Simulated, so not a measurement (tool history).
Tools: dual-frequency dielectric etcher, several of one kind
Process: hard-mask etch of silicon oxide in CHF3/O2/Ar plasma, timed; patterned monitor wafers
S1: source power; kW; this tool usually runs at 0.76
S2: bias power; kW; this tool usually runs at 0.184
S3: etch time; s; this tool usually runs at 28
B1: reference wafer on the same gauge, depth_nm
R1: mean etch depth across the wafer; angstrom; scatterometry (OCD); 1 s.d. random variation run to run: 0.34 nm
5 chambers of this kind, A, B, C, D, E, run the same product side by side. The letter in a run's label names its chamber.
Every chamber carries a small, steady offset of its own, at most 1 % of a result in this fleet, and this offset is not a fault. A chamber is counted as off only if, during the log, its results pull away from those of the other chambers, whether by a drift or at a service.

| run | day | S1 | S2 | S3 | B1 | R1 |
|---|---|---|---|---|---|---|
| 1E | 0.392 | 0.76 | 0.184 | 28 | 61.962 | 610.47 |
| 2B | 0.867 | 0.76 | 0.184 | 28 | 62.039 | 618.11 |
| 3A | 1.246 | 0.76 | 0.184 | 28 | 62.018 | 608.74 |
| 4D | 1.717 | 0.76 | 0.184 | 28 | 62.045 | 606.45 |
| 5C | 2.104 | 0.76 | 0.184 | 28 | 61.937 | 616.14 |
| 6C | 2.512 | 0.76 | 0.184 | 28 | 61.983 | 609.4 |
| 7E | 2.962 | 0.76 | 0.184 | 28 | 61.995 | 612.32 |
| 8A | 3.438 | 0.76 | 0.184 | 28 | 61.966 | 606.55 |
| 9B | 3.729 | 0.76 | 0.221 | 21.5 | 61.931 | 499 |
| 10D | 4.15 | 0.76 | 0.221 | 21.5 | 62.072 | 502.42 |
| 11C | 4.517 | 0.76 | 0.221 | 21.5 | 62.016 | 501.37 |
| 12D | 4.867 | 0.76 | 0.221 | 21.5 | 61.998 | 488.68 |
| 13A | 5.1 | 0.76 | 0.221 | 21.5 | 62.038 | 495.98 |
| 14E | 5.371 | 0.76 | 0.184 | 34 | 62.022 | 743.57 |
| 15B | 5.883 | 0.76 | 0.184 | 34 | 62.119 | 749.68 |
| 16D | 6.117 | 0.76 | 0.184 | 34 | 62.054 | 740.27 |
|  | 6.208 | chamber C: wet clean of the chamber |
| 17B | 6.475 | 0.76 | 0.184 | 34 | 61.991 | 746.08 |
| 18C | 6.942 | 0.76 | 0.184 | 34 | 61.98 | 744.87 |
| 19A | 7.254 | 0.68 | 0.212 | 28 | 61.936 | 617.44 |
| 20E | 7.558 | 0.68 | 0.212 | 28 | 61.99 | 616.27 |
| 21C | 7.858 | 0.68 | 0.212 | 28 | 61.997 | 611.1 |
|  | 8.183 | chamber E: bias power generator calibrated |
| 22A | 8.304 | 0.68 | 0.212 | 28 | 62.016 | 611.23 |
| 23D | 8.592 | 0.68 | 0.212 | 28 | 61.972 | 608.78 |
| 24E | 9 | 0.89 | 0.184 | 22 | 62.017 | 514.31 |
| 25B | 9.254 | 0.89 | 0.184 | 22 | 61.989 | 506.65 |
| 26D | 9.496 | 0.89 | 0.184 | 22 | 62.074 | 512.68 |
| 27A | 9.846 | 0.89 | 0.184 | 22 | 61.976 | 505.42 |
|  | 10.058 | chamber D: wet clean of the chamber |
| 28B | 10.138 | 0.89 | 0.184 | 22 | 61.979 | 511.32 |
| 29C | 10.429 | 0.76 | 0.184 | 28 | 61.998 | 606.09 |
| 30E | 10.858 | 0.76 | 0.184 | 28 | 61.97 | 608.17 |
| 31C | 11.3 | 0.76 | 0.184 | 36 | 61.931 | 789.23 |
| 32B | 11.717 | 0.76 | 0.184 | 36 | 61.944 | 790.11 |
| 33D | 11.95 | 0.76 | 0.184 | 36 | 61.875 | 778.02 |
| 34E | 12.296 | 0.76 | 0.184 | 36 | 62.04 | 788.13 |
| 35A | 12.712 | 0.76 | 0.184 | 36 | 61.967 | 784.21 |
| 36A | 13.162 | 0.76 | 0.184 | 28 | 62.072 | 610.49 |
| 37C | 13.679 | 0.76 | 0.184 | 28 | 62.057 | 612.38 |
| 38B | 14.121 | 0.76 | 0.184 | 28 | 62.041 | 615.54 |
|  | 14.421 | chamber E: wet clean of the chamber |
| 39E | 14.621 | 0.9 | 0.184 | 36.5 | 61.996 | 849.27 |
| 40D | 15.079 | 0.9 | 0.184 | 36.5 | 62.001 | 846.56 |
| 41A | 15.438 | 0.9 | 0.184 | 36.5 | 61.934 | 852.65 |
| 42C | 15.729 | 0.9 | 0.184 | 36.5 | 62.012 | 851.42 |
| 43B | 16.054 | 0.9 | 0.184 | 36.5 | 62.009 | 851.21 |
| 44E | 16.512 | 0.76 | 0.214 | 28 | 61.922 | 646.87 |

One chamber off, gauge drift, or nothing amiss beyond the chambers' own small offsets? If it is a chamber, which one, and what is the likeliest cause?

No chamber is off and the gauge is stable; the differences are just each chamber's small, constant offset.
